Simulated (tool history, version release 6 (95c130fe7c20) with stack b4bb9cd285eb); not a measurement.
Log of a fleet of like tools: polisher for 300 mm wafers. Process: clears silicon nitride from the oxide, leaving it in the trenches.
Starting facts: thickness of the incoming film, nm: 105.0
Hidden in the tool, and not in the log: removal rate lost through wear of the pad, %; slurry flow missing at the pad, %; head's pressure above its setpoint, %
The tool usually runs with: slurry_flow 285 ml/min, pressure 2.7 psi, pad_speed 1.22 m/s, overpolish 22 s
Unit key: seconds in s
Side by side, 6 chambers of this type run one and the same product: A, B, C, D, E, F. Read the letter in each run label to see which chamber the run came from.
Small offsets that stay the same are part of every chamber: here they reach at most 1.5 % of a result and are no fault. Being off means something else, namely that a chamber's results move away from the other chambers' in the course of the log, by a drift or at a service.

run    day  slurry_flow  pressure  pad_speed  overpolish  wafers polished on this pad  hours since the slurry nozzle was cleaned  hours since the head pressure was calibrated  seconds
     0.008  -- chamber C: worn pad replaced by a new one
 1E  0.171          285       2.7       1.22          22                          527                                      392.2                                         280.6  111.900
     0.212  -- chamber F: head pressure recalibrated
     0.367  -- chamber F: slurry nozzle cleaned
 2C  0.388          285       2.7       1.22          22                           92                                      289.1                                         201.3  108.370
 3A  0.604          285       2.7       1.22          22                          368                                      194.0                                         921.4  108.210
 4F  0.725          285       2.7       1.22          22                          492                                        8.7                                          12.4  107.470
 5D  0.879          210       3.5       1.22          22                         1052                                      191.4                                          55.2   83.753
 6B  0.983          210       3.5       1.22          22                          349                                       57.8                                         442.2   86.591
 7E  1.162          210       3.5       1.22          22                          767                                      416.0                                         304.4   85.394
     1.283  -- chamber E: worn pad replaced by a new one
 8D  1.325          210       3.5       1.22          22                         1159                                      202.1                                          65.9   86.563
 9C  1.442          210       3.5       1.22          22                          347                                      314.4                                         226.6   87.938
     1.558  -- chamber D: worn pad replaced by a new one
10A  1.608          210       3.5       1.22          22                          611                                      218.1                                         945.5   85.486
11B  1.800          285       2.7       1.22          22                          547                                       77.4                                         461.8  108.200
12F  1.929          285       2.7       1.22          22                          783                                       37.6                                          41.3  105.770
13A  2.038          285       2.7       1.22          22                          715                                      228.4                                         955.8  107.980
14D  2.146          285       2.7       1.22          22                          142                                      221.8                                          85.6  109.740
     2.196  -- chamber A: worn pad replaced by a new one
15E  2.338          285       2.7       1.22          22                          255                                      444.2                                         332.6  109.390
16F  2.438          285       2.7       1.22          22                          906                                       49.8                                          53.5  107.030
17C  2.571          285       2.7       1.22          10                          620                                      341.5                                         253.7  107.850
     2.721  -- chamber C: worn pad replaced by a new one
18B  2.788          285       2.7       1.22          10                          786                                      101.1                                         485.5  107.740
19E  2.938          285       2.7       1.22          10                          401                                      458.6                                         347.0  111.220
20D  3.158          285       2.7       1.22          10                          387                                      246.1                                         109.9  107.550
21F  3.342          285       2.7       1.22          10                         1125                                       71.5                                          75.2  109.600
     3.525  -- chamber F: worn pad replaced by a new one
22B  3.542          285       2.7       1.22          10                          968                                      119.2                                         503.6  111.170
23A  3.675          285       2.7       0.84          11                          358                                      267.7                                         995.1  157.670
24C  3.892          285       2.7       0.84          11                          284                                      373.2                                         285.4  159.050
25D  3.992          285       2.7       0.84          11                          589                                      266.1                                         129.9  160.700
26C  4.171          285       2.7       0.84          11                          351                                      379.9                                         292.1  158.810
27F  4.388          285       2.7       0.84          11                          209                                       96.6                                         100.3  154.390
28B  4.492          285       2.7       0.84          11                         1199                                      142.0                                         526.4  157.280
29A  4.683          285       2.7       1.22          34                          602                                      291.9                                        1019.3  108.940
30E  4.842          285       2.7       1.22          34                          862                                      504.3                                         392.7  109.780
31C  5.000          285       2.7       1.22          34                          552                                      399.8                                         312.0  109.670
32B  5.162          285       2.7       1.22          34                         1361                                      158.1                                         542.5  106.690
     5.208  -- chamber E: worn pad replaced by a new one
33E  5.354          285       2.7       1.22          34                           35                                      516.6                                         405.0  109.410
34F  5.488          285       2.7       1.22          34                          476                                      123.0                                         126.7  110.010
35D  5.633          285       2.7       1.22          22                          987                                      305.5                                         169.3  107.000
36A  5.821          285       2.7       1.22          22                          877                                      319.2                                        1046.6  107.700
     5.838  -- chamber A: worn pad replaced by a new one
     5.912  -- chamber B: worn pad replaced by a new one
     5.942  -- chamber C: worn pad replaced by a new one
37F  5.946          285       2.1       1.22          26                          587                                      134.0                                         137.7  137.680
     6.058  -- chamber C: slurry nozzle cleaned
38D  6.150          285       2.1       1.22          26                         1112                                      317.9                                         181.7  142.790
     6.267  -- chamber E: slurry nozzle cleaned
39C  6.300          285       2.1       1.22          26                           87                                        5.8                                         343.2  136.580
40A  6.412          285       2.1       1.22          26                          139                                      333.4                                        1060.8  142.360
41B  6.600          285       2.1       1.22          26                          167                                      192.6                                         577.0  139.550
42E  6.725          285       2.1       1.22          26                          367                                       11.0                                         437.9  145.980
43A  6.942          285       2.7       1.22          22                          267                                      346.1                                        1073.5  107.690

For the next run the whole fleet of 6 chambers uses the same settings. Give each chamber's results:
44A  7.100          285       2.7       1.22          22                                                                                                                              ?
44B  7.100          285       2.7       1.22          22                                                                                                                              ?
44C  7.100          285       2.7       1.22          22                                                                                                                              ?
44D  7.100          285       2.7       1.22          22                                                                                                                              ?
44E  7.100          285       2.7       1.22          22                                                                                                                              ?
44F  7.100          285       2.7       1.22          22                                                                                                                              ?

run  seconds
44A  110.560
44B  106.970
44C  109.300
44D  110.610
44E  108.890
44F  108.000
